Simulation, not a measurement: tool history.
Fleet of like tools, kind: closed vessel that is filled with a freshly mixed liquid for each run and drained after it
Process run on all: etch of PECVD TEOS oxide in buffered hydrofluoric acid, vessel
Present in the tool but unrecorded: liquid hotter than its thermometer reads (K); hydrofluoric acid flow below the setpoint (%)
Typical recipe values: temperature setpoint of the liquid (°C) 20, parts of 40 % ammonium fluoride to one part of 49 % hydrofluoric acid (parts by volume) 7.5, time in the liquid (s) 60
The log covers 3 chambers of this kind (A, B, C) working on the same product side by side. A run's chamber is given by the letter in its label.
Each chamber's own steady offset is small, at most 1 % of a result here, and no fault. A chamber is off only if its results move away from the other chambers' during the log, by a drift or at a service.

run	hour	temperature setpoint of the liquid (°C)	parts of 40 % ammonium fluoride to one part of 49 % hydrofluoric acid (parts by volume)	time in the liquid (s)	hours since the thermometer was replaced	hours since the hydrofluoric acid flow meter was replaced	read-back film thickness of the PECVD TEOS oxide reference wafer, read on the same gauge (nm)	thickness taken off the PECVD TEOS oxide on a monitor wafer (angstrom)
1C	10.5	20	7.5	60	1036.4	1611.1	110.03	1149.2
2B	16.7	20	7.5	60	280.5	1149.2	110.01	1162.5
3A	22.2	20	7.5	60	195.5	602.3	110.04	1152.8
4C	28.8	20	7.5	60	1054.7	1629.4	109.99	1141
5B	36.2	20	7.5	60	300	1168.7	109.98	1161.3
6A	45.1	17	6.5	60	218.4	625.2	109.98	1123.9
7B	55.5	17	6.5	60	319.3	1188	110	1133.1
8C	63	17	6.5	60	1088.9	1663.6	110.02	1104.9
9A	72.7	20	7.5	60	246	652.8	110.01	1157.3
10C	79.5	23.5	7.5	60	1105.4	1680.1	109.98	1394.3
11B	87.9	23.5	7.5	60	351.7	1220.4	110.02	1406.3
12A	95.9	23.5	7.5	60	269.2	676	109.98	1412.9
13B	105	20	7.5	60	368.8	1237.5	110.01	1160.5
14A	110.8	22.5	7.5	60	284.1	690.9	110.01	1335.9
15C	118.1	22.5	7.5	60	1144	1718.7	110.01	1319
16C	127.1	22.5	7.5	60	1153	1727.7	109.98	1315.2
17B	132.5	20	7.5	60	396.3	1265	110.01	1165.7
18A	142.6	20	7.5	60	315.9	722.7	109.98	1159.3
19B	151.8	20	7.5	60	415.6	1284.3	109.96	1162.6
20A	159.6	20	7.5	60	332.9	739.7	109.97	1156
21C	170.2	20	7.5	60	1196.1	1770.8	110.02	1142.6
22C	175.7	20	7.5	60	1201.6	1776.3	110	1139.4
23A	182.2	20	7.5	60	355.5	762.3	110.02	1151.9
24B	187.6	20	8.5	60	451.4	1320.1	110	1005.3
25A	196.2	20	8.5	60	369.5	776.3	110.01	1003.4
26B	201.7	20	8.5	60	465.5	1334.2	109.97	1005.3
27C	207.7	20	7.5	60	1233.6	1808.3	110.01	1143.6
28C	213.2	20	7.5	60	1239.1	1813.8	110	1152.6
29A	223.6	20	7.5	60	396.9	803.7	110	1145.1
# hour 227.2: chamber B: hydrofluoric acid flow meter replaced
30B	232.3	20	7.5	60	496.1	5.2	109.96	1160.3
31B	238	20	7.5	60	501.8	10.9	110	1171.3
32C	246.1	20	7.5	60	1272	1846.7	110	1134.8
33A	252.1	20	7.5	60	425.4	832.2	109.98	1137.1
34A	259.7	20	7.5	60	433	839.8	109.98	1134.7
35B	265.9	20	7.5	60	529.7	38.8	109.98	1153.2
36C	270.9	20	7.5	60	1296.8	1871.5	109.97	1146.5
37A	275.9	20	7.5	60	449.2	856	110.01	1134.1
38C	284.8	20	7.5	60	1310.7	1885.4	110.06	1149.6
39B	294	20	7.5	35	557.8	66.9	110.02	680.25
40B	300.4	20	7.5	35	564.2	73.3	110.04	683.13
41C	306.6	20	7.5	35	1332.5	1907.2	110.03	664.31

Has any chamber moved away from the others, gradually or after a service, or does the common gauge drift, or do the chambers differ only by their own small steady offsets? State the chamber and the most likely cause if one applies.

It is chamber A that slowly wanders off from its peers.
Cause: hydrofluoric acid flow below the setpoint (%) = 2.82.
From this log alone, it may not be told apart from: liquid colder than its thermometer reads (K).

Which of the 4 candidates below, each the usual settings with something changed and its results left as question marks, puts chamber A back in line with what the other chambers give on the usual settings?
Allowed miss from the other chambers' usual-settings mean, per result, to count as in line: thickness taken off the PECVD TEOS oxide on a monitor wafer (angstrom) 20
42A-1	314.3	21	7.5	60				?
42A-2	314.3	19.5	7.5	60				?
42A-3	314.3	19	7.5	60				?
42A-4	314.3	20.5	7.5	60				?

Other chambers, usual settings, mean: thickness taken off the PECVD TEOS oxide on a monitor wafer (angstrom) 1153.6
run	thickness taken off the PECVD TEOS oxide on a monitor wafer (angstrom)
42A-1	1189.2
42A-2	1094.8
42A-3	1064.5
42A-4	1156.5
With 42A-4, the chamber falls back in line with the rest.
